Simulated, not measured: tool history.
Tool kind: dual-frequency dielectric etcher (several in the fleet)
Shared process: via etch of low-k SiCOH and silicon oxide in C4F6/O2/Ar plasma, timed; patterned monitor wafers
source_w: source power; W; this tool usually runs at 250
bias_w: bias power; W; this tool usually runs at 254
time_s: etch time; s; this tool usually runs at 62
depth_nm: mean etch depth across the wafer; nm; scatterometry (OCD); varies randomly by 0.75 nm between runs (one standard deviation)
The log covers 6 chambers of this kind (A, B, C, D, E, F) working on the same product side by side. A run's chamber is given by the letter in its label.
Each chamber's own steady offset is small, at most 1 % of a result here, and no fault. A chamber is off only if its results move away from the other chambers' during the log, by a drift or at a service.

run	day	source_w	bias_w	time_s	read-back reference wafer on the same gauge, depth_nm	depth_nm
# day 0.271: chamber F: bias power generator calibrated
1A	0.438	250	254	62	191.1	160.76
2D	0.729	250	254	62	191.02	161.03
3C	1.029	250	254	62	191	164.12
4E	1.538	250	254	62	190.95	163.66
5B	1.85	250	254	62	190.78	160.75
# day 2.038: chamber E: source power generator calibrated
6F	2.321	250	254	62	190.77	163.84
7B	2.662	250	254	62	191.04	160.94
8A	3.138	250	254	62	190.91	161.59
9E	3.388	250	254	62	190.85	162.9
# day 3.558: chamber A: bias power generator calibrated
10D	3.788	210	254	69	191.03	169.24
11F	4.221	210	254	69	191.28	169.91
12C	4.604	210	254	69	191.27	170.5
13C	4.954	210	254	69	191.03	169.23
14D	5.429	210	254	69	191.21	170.39
15B	5.892	210	254	69	190.9	167.61
16E	6.262	250	254	62	190.9	163.1
# day 6.454: chamber A: wet clean of the chamber
17A	6.746	280	254	62	191	162.04
18F	7.067	280	254	62	190.9	170.36
# day 7.408: chamber C: wet clean of the chamber
19E	7.496	280	254	62	190.97	170.41
20A	7.858	280	254	62	190.93	163.77
# day 7.875: chamber C: bias power generator calibrated
21F	8.129	280	254	62	190.82	171.99
22B	8.642	280	254	62	191.09	168.81
23D	8.879	270	254	73	191.03	195.83
24C	9.233	270	254	73	191.09	197.93
25E	9.533	270	254	73	191	196.39
26F	9.788	270	254	73	191.03	198.29
27B	10.042	270	254	73	191.05	195.51
# day 10.333: chamber B: wet clean of the chamber
28C	10.346	270	254	73	191.02	199.64
29A	10.804	250	254	62	190.87	156.98
30D	11.212	250	254	62	191.03	163.16
31C	11.617	250	228	77	190.73	196.73
32D	12.104	250	228	77	190.96	193.78
33A	12.529	250	228	77	190.83	186.15
34E	12.817	250	228	77	191.14	193.87
35B	13.121	250	228	77	190.87	192.25
36F	13.633	250	228	77	191.05	194.94
37A	14.025	250	254	62	190.95	156.8
38B	14.558	250	254	62	191.12	162.22

Is one chamber off against the others, does the gauge drift, or is nothing wrong? If a chamber is off, say which, and what the likeliest cause is.

The work done on chamber A during a service left it standing apart from the others.
Most likely cause: etch rate under this chamber's usual, % = 2.69.

Which of the 4 candidates below, each the usual settings with something changed and its results left as question marks, puts chamber A back in line with what the other chambers give on the usual settings?
A result is in line if it is within this distance of the other chambers' mean on the usual settings: depth_nm 2.6 nm
39A-1	14.95	250	256	64		?
39A-2	14.95	250	252	60		?
39A-3	14.95	250	250	58.5		?
39A-4	14.95	250	258	66		?

On the usual settings, the other chambers give on average: depth_nm 162.96 nm
run	depth_nm
39A-1	162.05
39A-2	151.09
39A-3	146.9
39A-4	167.57
Change 39A-1 lands the chamber within the allowed miss of the other chambers.

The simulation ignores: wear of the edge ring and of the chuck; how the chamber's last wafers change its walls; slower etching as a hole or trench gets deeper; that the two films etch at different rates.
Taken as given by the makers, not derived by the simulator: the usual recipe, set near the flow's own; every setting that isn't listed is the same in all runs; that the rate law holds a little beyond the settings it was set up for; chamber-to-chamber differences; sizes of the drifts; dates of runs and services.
